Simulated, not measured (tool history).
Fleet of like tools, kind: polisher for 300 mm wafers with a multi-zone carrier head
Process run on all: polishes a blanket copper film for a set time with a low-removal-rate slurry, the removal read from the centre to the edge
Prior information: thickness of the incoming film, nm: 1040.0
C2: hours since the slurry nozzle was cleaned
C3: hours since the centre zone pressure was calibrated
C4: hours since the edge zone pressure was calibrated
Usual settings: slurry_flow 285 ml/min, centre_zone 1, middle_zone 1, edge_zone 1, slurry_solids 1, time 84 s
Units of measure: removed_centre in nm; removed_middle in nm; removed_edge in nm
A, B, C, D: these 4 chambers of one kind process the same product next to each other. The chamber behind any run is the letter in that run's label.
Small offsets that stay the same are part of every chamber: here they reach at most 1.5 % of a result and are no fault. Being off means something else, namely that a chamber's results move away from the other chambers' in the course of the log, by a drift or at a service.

Run 1C, hour 10.5: usual settings; wafers polished on this pad 619; C2 551.9; C3 148.7; C4 93.7. Result: removed_centre 249.85 nm, removed_middle 246.48 nm, removed_edge 246.98 nm.
At hour 11: chamber D: slurry nozzle cleaned.
At hour 18.9: chamber D: worn pad replaced by a new one.
At hour 19.9: chamber A: slurry nozzle cleaned.
Run 2D, hour 20.4: usual settings; wafers polished on this pad 10; C2 9.5; C3 674.6; C4 493.2. Result: removed_centre 251.71 nm, removed_middle 249.07 nm, removed_edge 250.79 nm.
Run 3B, hour 27.7: usual settings; wafers polished on this pad 266; C2 43.2; C3 550.2; C4 195.1. Result: removed_centre 239.74 nm, removed_middle 245.59 nm, removed_edge 245.38 nm.
Run 4A, hour 35.4: usual settings; wafers polished on this pad 731; C2 15.6; C3 828.8; C4 594.9. Result: removed_centre 246.87 nm, removed_middle 243.33 nm, removed_edge 251.68 nm.
At hour 38.1: chamber C: worn pad replaced by a new one.
Run 5A, hour 47.9: usual settings; wafers polished on this pad 814; C2 28.1; C3 841.3; C4 607.4. Result: removed_centre 247.83 nm, removed_middle 245.78 nm, removed_edge 249.68 nm.
Run 6C, hour 54.8: usual settings; wafers polished on this pad 111; C2 596.2; C3 193; C4 138. Result: removed_centre 248.85 nm, removed_middle 245.13 nm, removed_edge 247.91 nm.
Run 7D, hour 69.3: usual settings but edge_zone 0.94, slurry_solids 1.2; wafers polished on this pad 335; C2 58.4; C3 723.5; C4 542.1. Result: removed_centre 267.75 nm, removed_middle 254.25 nm, removed_edge 252.15 nm.
At hour 73.4: chamber B: worn pad replaced by a new one.
Run 8B, hour 79.8: usual settings but edge_zone 0.94, slurry_solids 1.2; wafers polished on this pad 42; C2 95.3; C3 602.3; C4 247.2. Result: removed_centre 259.39 nm, removed_middle 255.35 nm, removed_edge 247.36 nm.
Run 9C, hour 93.2: usual settings but edge_zone 0.94, slurry_solids 1.2; wafers polished on this pad 366; C2 634.6; C3 231.4; C4 176.4. Result: removed_centre 258.53 nm, removed_middle 257.07 nm, removed_edge 252.85 nm.
Run 10A, hour 100: usual settings but edge_zone 0.94, slurry_solids 1.2; wafers polished on this pad 1160; C2 80.2; C3 893.4; C4 659.5. Result: removed_centre 255.99 nm, removed_middle 255.55 nm, removed_edge 252.63 nm.
Run 11D, hour 111.2: usual settings; wafers polished on this pad 613; C2 100.3; C3 765.4; C4 584. Result: removed_centre 254.85 nm, removed_middle 245.22 nm, removed_edge 253.19 nm.
At hour 111.9: chamber A: worn pad replaced by a new one.
Run 12B, hour 118.6: usual settings; wafers polished on this pad 300; C2 134.1; C3 641.1; C4 286. Result: removed_centre 244.37 nm, removed_middle 246.68 nm, removed_edge 245.22 nm.
At hour 122.3: chamber B: centre zone pressure recalibrated.
Run 13A, hour 132.7: usual settings; wafers polished on this pad 138; C2 112.9; C3 926.1; C4 692.2. Result: removed_centre 250.16 nm, removed_middle 247.32 nm, removed_edge 246.25 nm.
Run 14C, hour 141.6: usual settings; wafers polished on this pad 688; C2 683; C3 279.8; C4 224.8. Result: removed_centre 242.57 nm, removed_middle 245.59 nm, removed_edge 249.46 nm.
Run 15B, hour 148.8: usual settings; wafers polished on this pad 501; C2 164.3; C3 26.5; C4 316.2. Result: removed_centre 247.91 nm, removed_middle 245.05 nm, removed_edge 247.34 nm.
At hour 154.2: chamber B: worn pad replaced by a new one.
Run 16D, hour 158.8: usual settings but centre_zone 1.05, middle_zone 1.1; wafers polished on this pad 930; C2 147.9; C3 813; C4 631.6. Result: removed_centre 265.05 nm, removed_middle 268.15 nm, removed_edge 247.9 nm.
At hour 161.5: chamber C: worn pad replaced by a new one.
Run 17A, hour 168.5: usual settings but centre_zone 1.05, middle_zone 1.1; wafers polished on this pad 376; C2 148.7; C3 961.9; C4 728. Result: removed_centre 265.24 nm, removed_middle 268.56 nm, removed_edge 249.27 nm.
Run 18B, hour 178.7: usual settings but centre_zone 1.05, middle_zone 1.1; wafers polished on this pad 163; C2 194.2; C3 56.4; C4 346.1. Result: removed_centre 263.89 nm, removed_middle 264.3 nm, removed_edge 246.07 nm.
Run 19D, hour 192: usual settings but centre_zone 1.05, middle_zone 1.1; wafers polished on this pad 1150; C2 181.1; C3 846.2; C4 664.8. Result: removed_centre 268.34 nm, removed_middle 266.16 nm, removed_edge 253.89 nm.
At hour 195.8: chamber C: slurry nozzle cleaned.
Run 20C, hour 199: usual settings; wafers polished on this pad 249; C2 3.3; C3 337.2; C4 282.2. Result: removed_centre 252.88 nm, removed_middle 248.71 nm, removed_edge 246.92 nm.
At hour 206.3: chamber D: worn pad replaced by a new one.
Run 21A, hour 209.9: usual settings; wafers polished on this pad 651; C2 190.1; C3 1003.3; C4 769.4. Result: removed_centre 259.32 nm, removed_middle 244.85 nm, removed_edge 246.9 nm.
Run 22C, hour 222.4: usual settings but middle_zone 1.07, slurry_solids 0.8; wafers polished on this pad 404; C2 26.7; C3 360.6; C4 305.6. Result: removed_centre 235.93 nm, removed_middle 253.15 nm, removed_edge 234.45 nm.
At hour 227.5: chamber D: centre zone pressure recalibrated.
At hour 235.6: chamber D: slurry nozzle cleaned.
Run 23B, hour 235.8: usual settings but middle_zone 1.07, slurry_solids 0.8; wafers polished on this pad 542; C2 251.3; C3 113.5; C4 403.2. Result: removed_centre 234.05 nm, removed_middle 249.55 nm, removed_edge 232 nm.
At hour 238.3: chamber A: slurry nozzle cleaned.
At hour 244.9: chamber B: worn pad replaced by a new one.
Run 24D, hour 246.3: usual settings but middle_zone 1.07, slurry_solids 0.8; wafers polished on this pad 266; C2 10.8; C3 18.8; C4 719.1. Result: removed_centre 240.26 nm, removed_middle 251.28 nm, removed_edge 234.71 nm.
Run 25B, hour 259.6: usual settings but middle_zone 1.07, slurry_solids 0.8; wafers polished on this pad 97; C2 275.1; C3 137.3; C4 427. Result: removed_centre 236.44 nm, removed_middle 247.9 nm, removed_edge 233.79 nm.
Run 26A, hour 266.3: usual settings but slurry_solids 0.85; wafers polished on this pad 1026; C2 28; C3 1059.7; C4 825.8. Result: removed_centre 245.59 nm, removed_middle 238.36 nm, removed_edge 241.16 nm.
Run 27D, hour 278.2: usual settings but slurry_solids 0.85; wafers polished on this pad 478; C2 42.7; C3 50.7; C4 751. Result: removed_centre 240.98 nm, removed_middle 237.38 nm, removed_edge 245.52 nm.
At hour 283.4: chamber C: worn pad replaced by a new one.
At hour 284.5: chamber B: edge zone pressure recalibrated.
At hour 288.5: chamber A: worn pad replaced by a new one.
Run 28C, hour 289.1: usual settings but slurry_solids 0.85; wafers polished on this pad 38; C2 93.4; C3 427.3; C4 372.3. Result: removed_centre 240.1 nm, removed_middle 243.28 nm, removed_edge 239.03 nm.
Run 29C, hour 297.7: usual settings but slurry_solids 0.85; wafers polished on this pad 95; C2 102; C3 435.9; C4 380.9. Result: removed_centre 245.06 nm, removed_middle 239.13 nm, removed_edge 237.19 nm.
Run 30A, hour 307.4: usual settings; wafers polished on this pad 126; C2 69.1; C3 1100.8; C4 866.9. Result: removed_centre 266.51 nm, removed_middle 244.53 nm, removed_edge 245.74 nm.
Run 31B, hour 319.2: usual settings; wafers polished on this pad 493; C2 334.7; C3 196.9; C4 34.7. Result: removed_centre 244.87 nm, removed_middle 247.55 nm, removed_edge 246.2 nm.
At hour 323.1: chamber B: worn pad replaced by a new one.
Run 32D, hour 327.6: usual settings; wafers polished on this pad 806; C2 92.1; C3 100.1; C4 800.4. Result: removed_centre 251.9 nm, removed_middle 245.93 nm, removed_edge 247.56 nm.
Run 33C, hour 339.5: usual settings; wafers polished on this pad 373; C2 143.8; C3 477.7; C4 422.7. Result: removed_centre 248.85 nm, removed_middle 246.61 nm, removed_edge 243.66 nm.
Run 34B, hour 350.5: usual settings; wafers polished on this pad 182; C2 366; C3 228.2; C4 66. Result: removed_centre 245.49 nm, removed_middle 241.37 nm, removed_edge 244.27 nm.
Run 35D, hour 362.3: usual settings but middle_zone 0.95; wafers polished on this pad 1037; C2 126.8; C3 134.8; C4 835.1. Result: removed_centre 249.74 nm, removed_middle 232.8 nm, removed_edge 252.19 nm.
At hour 365: chamber C: centre zone pressure recalibrated.
Run 36A, hour 369.7: usual settings but middle_zone 0.95; wafers polished on this pad 540; C2 131.4; C3 1163.1; C4 929.2. Result: removed_centre 268.81 nm, removed_middle 233.45 nm, removed_edge 250.91 nm.
At hour 373.1: chamber D: worn pad replaced by a new one.
Run 37A, hour 384.9: usual settings but middle_zone 0.95; wafers polished on this pad 641; C2 146.6; C3 1178.3; C4 944.4. Result: removed_centre 268.45 nm, removed_middle 233.69 nm, removed_edge 249.95 nm.
Run 38C, hour 397.5: usual settings but middle_zone 0.95; wafers polished on this pad 758; C2 201.8; C3 32.5; C4 480.7. Result: removed_centre 252.84 nm, removed_middle 236.14 nm, removed_edge 247.27 nm.
At hour 398.9: chamber C: worn pad replaced by a new one.
At hour 408.5: chamber B: worn pad replaced by a new one.
Run 39D, hour 410: usual settings; wafers polished on this pad 245; C2 174.5; C3 182.5; C4 882.8. Result: removed_centre 246.48 nm, removed_middle 245.91 nm, removed_edge 250.04 nm.
Run 40B, hour 419.7: usual settings; wafers polished on this pad 74; C2 435.2; C3 297.4; C4 135.2. Result: removed_centre 247.08 nm, removed_middle 245.37 nm, removed_edge 243.06 nm.
Run 41D, hour 426.5: usual settings; wafers polished on this pad 355; C2 191; C3 199; C4 899.3. Result: removed_centre 250.4 nm, removed_middle 244.9 nm, removed_edge 251.89 nm.
Run 42C, hour 438.7: usual settings; wafers polished on this pad 265; C2 243; C3 73.7; C4 521.9. Result: removed_centre 243.31 nm, removed_middle 248.15 nm, removed_edge 245.42 nm.

Does one chamber stand apart from the rest, does the shared gauge drift, or is all well apart from small per-chamber offsets? Give the chamber and the most likely cause, where there is one.

One chamber, A, drifts off from the rest bit by bit.
What lies behind it: centre zone's pressure above its setpoint, % = 9.87.

Chamber A could run next with any of the 4 candidate recipes listed below; each alters the usual settings, and their results appear as question marks. Which one brings its results back in line with what the other chambers deliver on the usual settings?
Maximum distance from the other chambers' mean on the usual settings for a result to count as in line: removed_centre 11 nm; removed_middle 6.7 nm; removed_edge 7.4 nm
Run 43A-1, hour 449.5: usual settings but slurry_flow 290 ml/min, centre_zone 1.07, middle_zone 0.98, edge_zone 0.98, time 85 s. Result: removed_centre ?, removed_middle ?, removed_edge ?.
Run 43A-2, hour 449.5: usual settings but slurry_flow 295 ml/min, centre_zone 1.14, middle_zone 0.96, edge_zone 0.96, time 86 s. Result: removed_centre ?, removed_middle ?, removed_edge ?.
Run 43A-3, hour 449.5: usual settings but slurry_flow 275 ml/min, centre_zone 0.88, middle_zone 1.04, edge_zone 1.04, time 83 s. Result: removed_centre ?, removed_middle ?, removed_edge ?.
Run 43A-4, hour 449.5: usual settings but slurry_flow 280 ml/min, centre_zone 0.93, middle_zone 1.02, edge_zone 1.02, time 83 s. Result: removed_centre ?, removed_middle ?, removed_edge ?.

What the other chambers average on the usual settings: removed_centre 247.96 nm; removed_middle 246.5 nm; removed_edge 247.63 nm
  run  removed_centre  removed_middle  removed_edge
43A-1          296.48          243.62         249.6
43A-2          321.67           242.3         250.3
43A-3           232.8          249.82        250.04
43A-4          247.79          245.89        247.96
43A-4 puts the chamber back in line with the other chambers.

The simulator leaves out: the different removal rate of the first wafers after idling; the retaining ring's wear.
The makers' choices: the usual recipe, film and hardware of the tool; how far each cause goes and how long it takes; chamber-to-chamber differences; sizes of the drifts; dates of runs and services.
